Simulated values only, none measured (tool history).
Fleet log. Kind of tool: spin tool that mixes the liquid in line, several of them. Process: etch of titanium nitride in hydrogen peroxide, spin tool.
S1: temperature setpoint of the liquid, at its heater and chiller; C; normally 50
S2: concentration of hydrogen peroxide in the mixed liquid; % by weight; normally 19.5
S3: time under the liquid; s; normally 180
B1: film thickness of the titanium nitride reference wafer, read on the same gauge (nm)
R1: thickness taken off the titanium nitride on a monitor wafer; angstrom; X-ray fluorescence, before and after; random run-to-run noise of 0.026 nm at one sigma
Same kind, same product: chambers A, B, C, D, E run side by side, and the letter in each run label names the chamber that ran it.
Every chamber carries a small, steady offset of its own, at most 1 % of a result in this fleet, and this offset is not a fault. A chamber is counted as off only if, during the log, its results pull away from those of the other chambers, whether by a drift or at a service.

Run 1E, hour 8.2: usual settings; B1 139.98. Result: R1 85.003 angstrom.
Run 2D, hour 16.6: usual settings; B1 139.99. Result: R1 85.261 angstrom.
Run 3A, hour 23.6: usual settings; B1 139.99. Result: R1 84.888 angstrom.
Run 4B, hour 27.7: usual settings; B1 140.00. Result: R1 84.921 angstrom.
Run 5C, hour 36.5: usual settings; B1 139.99. Result: R1 85.490 angstrom.
Run 6E, hour 41.4: usual settings but S1 59 C, S2 16.0 % by weight; B1 140.03. Result: R1 153.980 angstrom.
Run 7A, hour 46.1: usual settings but S1 59 C, S2 16.0 % by weight; B1 140.01. Result: R1 152.890 angstrom.
Run 8D, hour 52.4: usual settings but S1 59 C, S2 16.0 % by weight; B1 140.02. Result: R1 152.920 angstrom.
Run 9C, hour 61.9: usual settings but S1 59 C, S2 16.0 % by weight; B1 140.01. Result: R1 152.960 angstrom.
Run 10B, hour 70.1: usual settings but S1 59 C, S2 16.0 % by weight; B1 140.02. Result: R1 153.920 angstrom.
Run 11B, hour 74.4: usual settings; B1 140.00. Result: R1 85.153 angstrom.
At hour 76.9: chamber B: new drum of peroxide connected.
Run 12E, hour 83.0: usual settings; B1 140.01. Result: R1 85.019 angstrom.
Run 13C, hour 91.8: usual settings; B1 140.03. Result: R1 84.836 angstrom.
Run 14D, hour 98.5: usual settings; B1 140.00. Result: R1 84.916 angstrom.
Run 15A, hour 106.3: usual settings; B1 140.03. Result: R1 84.317 angstrom.
Run 16D, hour 115.4: usual settings; B1 139.99. Result: R1 85.028 angstrom.
Run 17A, hour 124.9: usual settings; B1 140.01. Result: R1 83.931 angstrom.
Run 18C, hour 134.3: usual settings; B1 139.99. Result: R1 85.272 angstrom.
Run 19B, hour 142.9: usual settings; B1 139.97. Result: R1 84.750 angstrom.
At hour 147.5: chamber C: peroxide flow meter replaced.
Run 20E, hour 150.5: usual settings; B1 140.01. Result: R1 85.295 angstrom.
Run 21B, hour 155.4: usual settings; B1 140.01. Result: R1 84.775 angstrom.
Run 22D, hour 164.3: usual settings; B1 139.99. Result: R1 85.056 angstrom.
Run 23E, hour 173.0: usual settings; B1 139.99. Result: R1 84.875 angstrom.
Run 24A, hour 180.7: usual settings; B1 140.00. Result: R1 83.979 angstrom.
Run 25C, hour 188.6: usual settings; B1 140.02. Result: R1 85.197 angstrom.
At hour 191.5: chamber D: thermometer replaced.
Run 26B, hour 195.5: usual settings; B1 140.01. Result: R1 84.754 angstrom.
At hour 198.4: chamber E: new drum of peroxide connected.
Run 27D, hour 201.4: usual settings; B1 140.01. Result: R1 84.626 angstrom.
Run 28C, hour 207.2: usual settings; B1 140.01. Result: R1 85.381 angstrom.
Run 29E, hour 214.5: usual settings; B1 140.01. Result: R1 85.286 angstrom.
Run 30A, hour 219.3: usual settings; B1 139.99. Result: R1 84.115 angstrom.
Run 31C, hour 227.8: usual settings but S2 24.5 % by weight; B1 140.00. Result: R1 89.365 angstrom.
Run 32A, hour 232.5: usual settings but S2 24.5 % by weight; B1 140.01. Result: R1 88.799 angstrom.
Run 33D, hour 238.4: usual settings but S2 24.5 % by weight; B1 140.00. Result: R1 88.600 angstrom.
Run 34B, hour 244.9: usual settings but S2 24.5 % by weight; B1 139.97. Result: R1 88.902 angstrom.

All 5 chambers run these settings next. Forecast each chamber's results:
Run 35A, hour 251.8: usual settings. Result: R1 ?.
Run 35B, hour 251.8: usual settings. Result: R1 ?.
Run 35C, hour 251.8: usual settings. Result: R1 ?.
Run 35D, hour 251.8: usual settings. Result: R1 ?.
Run 35E, hour 251.8: usual settings. Result: R1 ?.

run      R1
35A  84.109
35B  84.652
35C  85.053
35D  84.328
35E  85.439

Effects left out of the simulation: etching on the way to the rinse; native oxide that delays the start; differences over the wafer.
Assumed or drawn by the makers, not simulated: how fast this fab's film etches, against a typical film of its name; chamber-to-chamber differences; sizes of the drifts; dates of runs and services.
